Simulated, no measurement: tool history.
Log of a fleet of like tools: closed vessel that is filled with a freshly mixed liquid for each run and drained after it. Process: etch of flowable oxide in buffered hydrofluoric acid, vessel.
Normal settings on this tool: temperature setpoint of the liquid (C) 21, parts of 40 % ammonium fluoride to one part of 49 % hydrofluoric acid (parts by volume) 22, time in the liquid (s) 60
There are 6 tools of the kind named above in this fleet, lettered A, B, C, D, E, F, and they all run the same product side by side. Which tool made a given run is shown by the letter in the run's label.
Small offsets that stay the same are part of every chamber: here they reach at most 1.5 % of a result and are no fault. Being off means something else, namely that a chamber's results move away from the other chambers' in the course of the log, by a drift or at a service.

| run | hour | temperature setpoint of the liquid (C) | parts of 40 % ammonium fluoride to one part of 49 % hydrofluoric acid (parts by volume) | time in the liquid (s) | read-back film thickness of the flowable oxide reference wafer, read on the same gauge (nm) | thickness taken off the flowable oxide on a monitor wafer (nm) |
|---|---|---|---|---|---|---|
| 1C | 3.8 | 21 | 22 | 60 | 79.983 | 60.948 |
| 2F | 8.4 | 21 | 22 | 60 | 80.015 | 61.122 |
| 3E | 13.3 | 21 | 22 | 60 | 79.962 | 61.459 |
| 4B | 17.2 | 21 | 22 | 60 | 79.975 | 61.268 |
| 5A | 20 | 21 | 22 | 60 | 80.058 | 61.222 |
| 6D | 24.2 | 21 | 22 | 60 | 80.062 | 61.433 |
| 7F | 28.1 | 21 | 22 | 60 | 80.012 | 61.722 |
| 8B | 31 | 21 | 22 | 60 | 79.994 | 60.873 |
| 9A | 33.6 | 21 | 14.5 | 60 | 79.965 | 90.391 |
| 10C | 36.5 | 21 | 14.5 | 60 | 80.014 | 89.871 |
| 11D | 40.5 | 21 | 14.5 | 60 | 79.995 | 89.683 |
| 12E | 45.3 | 21 | 14.5 | 60 | 80.004 | 89.183 |
| 13A | 48 | 21 | 14.5 | 60 | 80.002 | 88.383 |
| 14D | 52.9 | 21 | 14.5 | 60 | 80.018 | 89.106 |
| 15F | 56.8 | 21 | 22 | 60 | 80.003 | 62.779 |
| 16E | 59.3 | 21 | 22 | 60 | 79.976 | 61.891 |
| 17C | 61.7 | 21 | 22 | 60 | 80.049 | 61.865 |
| 18B | 66.4 | 21 | 22 | 60 | 79.999 | 61.097 |
| 19C | 71.2 | 21 | 17 | 60 | 79.991 | 77.493 |
| 20E | 74.6 | 21 | 17 | 60 | 79.989 | 76.666 |
| 21B | 79.5 | 21 | 17 | 60 | 79.993 | 75.906 |
| 22F | 82.9 | 21 | 17 | 60 | 79.988 | 79.406 |
|  | 85 | chamber F: thermometer replaced |
| 23D | 86.3 | 21 | 17 | 60 | 80.027 | 77.363 |
| 24A | 91.2 | 21 | 17 | 60 | 80.017 | 75.263 |
| 25F | 93.5 | 21 | 22 | 60 | 80 | 62.294 |
| 26A | 96.1 | 21 | 18.5 | 60 | 79.981 | 71.49 |
| 27C | 100.7 | 21 | 18.5 | 60 | 79.986 | 73.758 |
| 28D | 105.6 | 21 | 18.5 | 60 | 80.013 | 71.109 |
| 29E | 107.8 | 21 | 18.5 | 60 | 79.987 | 71.207 |
| 30B | 112.6 | 21 | 18.5 | 60 | 80.006 | 70.345 |
| 31E | 115.3 | 21 | 18.5 | 60 | 79.994 | 70.347 |
| 32C | 119.3 | 21 | 22 | 60 | 79.997 | 61.914 |
| 33F | 123.4 | 21 | 22 | 60 | 79.984 | 61.451 |
| 34A | 127.1 | 21 | 22 | 60 | 80 | 61.259 |
| 35B | 132 | 21 | 22 | 60 | 79.979 | 60.24 |
| 36D | 137.1 | 21 | 22 | 60 | 80.056 | 61.234 |
| 37D | 142.2 | 21 | 22 | 60 | 79.97 | 60.539 |
| 38F | 146.5 | 21 | 22 | 80 | 79.99 | 82.789 |
| 39B | 151.2 | 21 | 22 | 80 | 79.98 | 81.881 |
| 40C | 155.4 | 21 | 22 | 80 | 80.022 | 86.928 |
| 41E | 158.6 | 21 | 22 | 80 | 79.989 | 81.547 |

All chambers now run identical settings, listed one chamber a line with results as question marks. What results will each chamber show?
| 42A | 162.3 | 21 | 22 | 85 |  | ? |
| 42B | 162.3 | 21 | 22 | 85 |  | ? |
| 42C | 162.3 | 21 | 22 | 85 |  | ? |
| 42D | 162.3 | 21 | 22 | 85 |  | ? |
| 42E | 162.3 | 21 | 22 | 85 |  | ? |
| 42F | 162.3 | 21 | 22 | 85 |  | ? |

| run | thickness taken off the flowable oxide on a monitor wafer (nm) |
|---|---|
| 42A | 86.544 |
| 42B | 87.62 |
| 42C | 93.9 |
| 42D | 87.943 |
| 42E | 88.219 |
| 42F | 89.531 |
